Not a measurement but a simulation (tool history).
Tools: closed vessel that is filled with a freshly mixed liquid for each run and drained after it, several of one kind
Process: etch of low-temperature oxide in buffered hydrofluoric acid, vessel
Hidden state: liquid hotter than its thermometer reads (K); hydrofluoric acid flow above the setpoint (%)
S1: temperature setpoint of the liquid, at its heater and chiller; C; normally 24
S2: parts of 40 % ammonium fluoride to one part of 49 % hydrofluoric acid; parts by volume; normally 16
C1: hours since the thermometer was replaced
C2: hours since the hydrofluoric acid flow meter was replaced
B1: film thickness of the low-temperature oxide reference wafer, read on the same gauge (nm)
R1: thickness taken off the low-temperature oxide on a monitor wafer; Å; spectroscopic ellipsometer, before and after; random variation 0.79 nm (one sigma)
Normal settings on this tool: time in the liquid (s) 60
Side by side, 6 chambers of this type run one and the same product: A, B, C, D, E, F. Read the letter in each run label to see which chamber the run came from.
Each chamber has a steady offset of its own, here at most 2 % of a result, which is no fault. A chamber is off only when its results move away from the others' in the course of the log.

run 1A hour=2 | S1=24 S2=16 time_in_the_liquid_(s)=60 | C1=468.7 C2=137.4 | B1=79.99 | R1=899.72
run 2D hour=5 | S1=24 S2=16 time_in_the_liquid_(s)=60 | C1=1144.1 C2=894.7 | B1=80.001 | R1=928
run 3E hour=7.8 | S1=24 S2=16 time_in_the_liquid_(s)=60 | C1=441.5 C2=2152.5 | B1=80 | R1=898.76
run 4F hour=11.2 | S1=24 S2=16 time_in_the_liquid_(s)=60 | C1=124.6 C2=907.8 | B1=80.009 | R1=891.55
run 5C hour=14.6 | S1=24 S2=16 time_in_the_liquid_(s)=60 | C1=939.5 C2=492.9 | B1=80.01 | R1=886.7
run 6B hour=18.9 | S1=24 S2=16 time_in_the_liquid_(s)=60 | C1=1146.5 C2=985.7 | B1=79.988 | R1=901.99
run 7A hour=21.4 | S1=24 S2=16 time_in_the_liquid_(s)=60 | C1=488.1 C2=156.8 | B1=80.009 | R1=893.18
run 8D hour=24.7 | S1=24 S2=16 time_in_the_liquid_(s)=60 | C1=1163.8 C2=914.4 | B1=79.999 | R1=927.16
run 9F hour=28.8 | S1=24 S2=16 time_in_the_liquid_(s)=60 | C1=142.2 C2=925.4 | B1=80.005 | R1=893.15
run 10B hour=31.9 | S1=24 S2=16 time_in_the_liquid_(s)=60 | C1=1159.5 C2=998.7 | B1=79.999 | R1=884.07
run 11E hour=36 | S1=24 S2=16 time_in_the_liquid_(s)=60 | C1=469.7 C2=2180.7 | B1=79.994 | R1=882.61
run 12C hour=38.3 | S1=24 S2=16 time_in_the_liquid_(s)=60 | C1=963.2 C2=516.6 | B1=80.022 | R1=897.03
run 13C hour=42.7 | S1=24 S2=16 time_in_the_liquid_(s)=60 | C1=967.6 C2=521 | B1=79.975 | R1=889.69
run 14B hour=45.2 | S1=24 S2=16 time_in_the_liquid_(s)=60 | C1=1172.8 C2=1012 | B1=79.998 | R1=892.09
run 15A hour=49.5 | S1=24 S2=16 time_in_the_liquid_(s)=60 | C1=516.2 C2=184.9 | B1=80.008 | R1=895.13
run 16F hour=52.3 | S1=24 S2=16 time_in_the_liquid_(s)=60 | C1=165.7 C2=948.9 | B1=80.018 | R1=883.19
run 17E hour=55.9 | S1=24 S2=16 time_in_the_liquid_(s)=60 | C1=489.6 C2=2200.6 | B1=80.009 | R1=892.92
run 18D hour=58.6 | S1=24 S2=16 time_in_the_liquid_(s)=60 | C1=1197.7 C2=948.3 | B1=79.985 | R1=909.44
run 19B hour=61.6 | S1=24 S2=16 time_in_the_liquid_(s)=60 | C1=1189.2 C2=1028.4 | B1=80.01 | R1=914.53
run 20E hour=65.5 | S1=24 S2=16 time_in_the_liquid_(s)=60 | C1=499.2 C2=2210.2 | B1=79.992 | R1=903.15
run 21F hour=68.6 | S1=24 S2=16 time_in_the_liquid_(s)=60 | C1=182 C2=965.2 | B1=79.992 | R1=886.17
run 22D hour=71.4 | S1=24 S2=16 time_in_the_liquid_(s)=60 | C1=1210.5 C2=961.1 | B1=79.991 | R1=912.57
run 23C hour=75.4 | S1=24 S2=16 time_in_the_liquid_(s)=60 | C1=1000.3 C2=553.7 | B1=79.99 | R1=879.71
run 24A hour=79.3 | S1=24 S2=16 time_in_the_liquid_(s)=60 | C1=546 C2=214.7 | B1=80.007 | R1=893.81
-- hour=82.3 chamber E: hydrofluoric acid flow meter replaced
-- hour=83.1 chamber D: hydrofluoric acid flow meter replaced
run 25E hour=83.5 | S1=24 S2=16 time_in_the_liquid_(s)=60 | C1=517.2 C2=1.3 | B1=79.989 | R1=891.96
run 26F hour=86.7 | S1=24 S2=16 time_in_the_liquid_(s)=60 | C1=200.1 C2=983.3 | B1=80.009 | R1=888.04
run 27D hour=89 | S1=24 S2=16 time_in_the_liquid_(s)=60 | C1=1228.1 C2=6 | B1=80.009 | R1=905.73
run 28A hour=91 | S1=24 S2=16 time_in_the_liquid_(s)=70 | C1=557.7 C2=226.4 | B1=80.008 | R1=1041.5
run 29C hour=93.4 | S1=24 S2=16 time_in_the_liquid_(s)=70 | C1=1018.3 C2=571.7 | B1=80.027 | R1=1049.4
run 30B hour=96.5 | S1=24 S2=16 time_in_the_liquid_(s)=70 | C1=1224.1 C2=1063.3 | B1=79.985 | R1=1053.7
run 31E hour=100.8 | S1=24 S2=16 time_in_the_liquid_(s)=70 | C1=534.5 C2=18.6 | B1=80.004 | R1=1062.9
run 32A hour=104.7 | S1=24 S2=16 time_in_the_liquid_(s)=70 | C1=571.4 C2=240.1 | B1=80.004 | R1=1054.9
run 33F hour=107.2 | S1=24 S2=16 time_in_the_liquid_(s)=70 | C1=220.6 C2=1003.8 | B1=80 | R1=1042.2
run 34B hour=110.3 | S1=24 S2=16 time_in_the_liquid_(s)=60 | C1=1237.9 C2=1077.1 | B1=79.988 | R1=912.42
run 35D hour=112.4 | S1=24 S2=16 time_in_the_liquid_(s)=60 | C1=1251.5 C2=29.4 | B1=80.006 | R1=922.61
run 36C hour=115.6 | S1=24 S2=16 time_in_the_liquid_(s)=60 | C1=1040.5 C2=593.9 | B1=79.998 | R1=895.05
run 37D hour=118.7 | S1=24 S2=16 time_in_the_liquid_(s)=60 | C1=1257.8 C2=35.7 | B1=80.017 | R1=915.34
run 38B hour=123.1 | S1=24 S2=16 time_in_the_liquid_(s)=60 | C1=1250.7 C2=1089.9 | B1=79.994 | R1=897.03
run 39E hour=126 | S1=24 S2=16 time_in_the_liquid_(s)=60 | C1=559.7 C2=43.8 | B1=80.022 | R1=897.34

Next, every chamber runs the same settings. What will each give?
run 40A hour=129.2 | S1=24 S2=16 time_in_the_liquid_(s)=60 | R1=?
run 40B hour=129.2 | S1=24 S2=16 time_in_the_liquid_(s)=60 | R1=?
run 40C hour=129.2 | S1=24 S2=16 time_in_the_liquid_(s)=60 | R1=?
run 40D hour=129.2 | S1=24 S2=16 time_in_the_liquid_(s)=60 | R1=?
run 40E hour=129.2 | S1=24 S2=16 time_in_the_liquid_(s)=60 | R1=?
run 40F hour=129.2 | S1=24 S2=16 time_in_the_liquid_(s)=60 | R1=?

run=40A R1=894.49
run=40B R1=878.17
run=40C R1=897.29
run=40D R1=918.07
run=40E R1=901.86
run=40F R1=885.57

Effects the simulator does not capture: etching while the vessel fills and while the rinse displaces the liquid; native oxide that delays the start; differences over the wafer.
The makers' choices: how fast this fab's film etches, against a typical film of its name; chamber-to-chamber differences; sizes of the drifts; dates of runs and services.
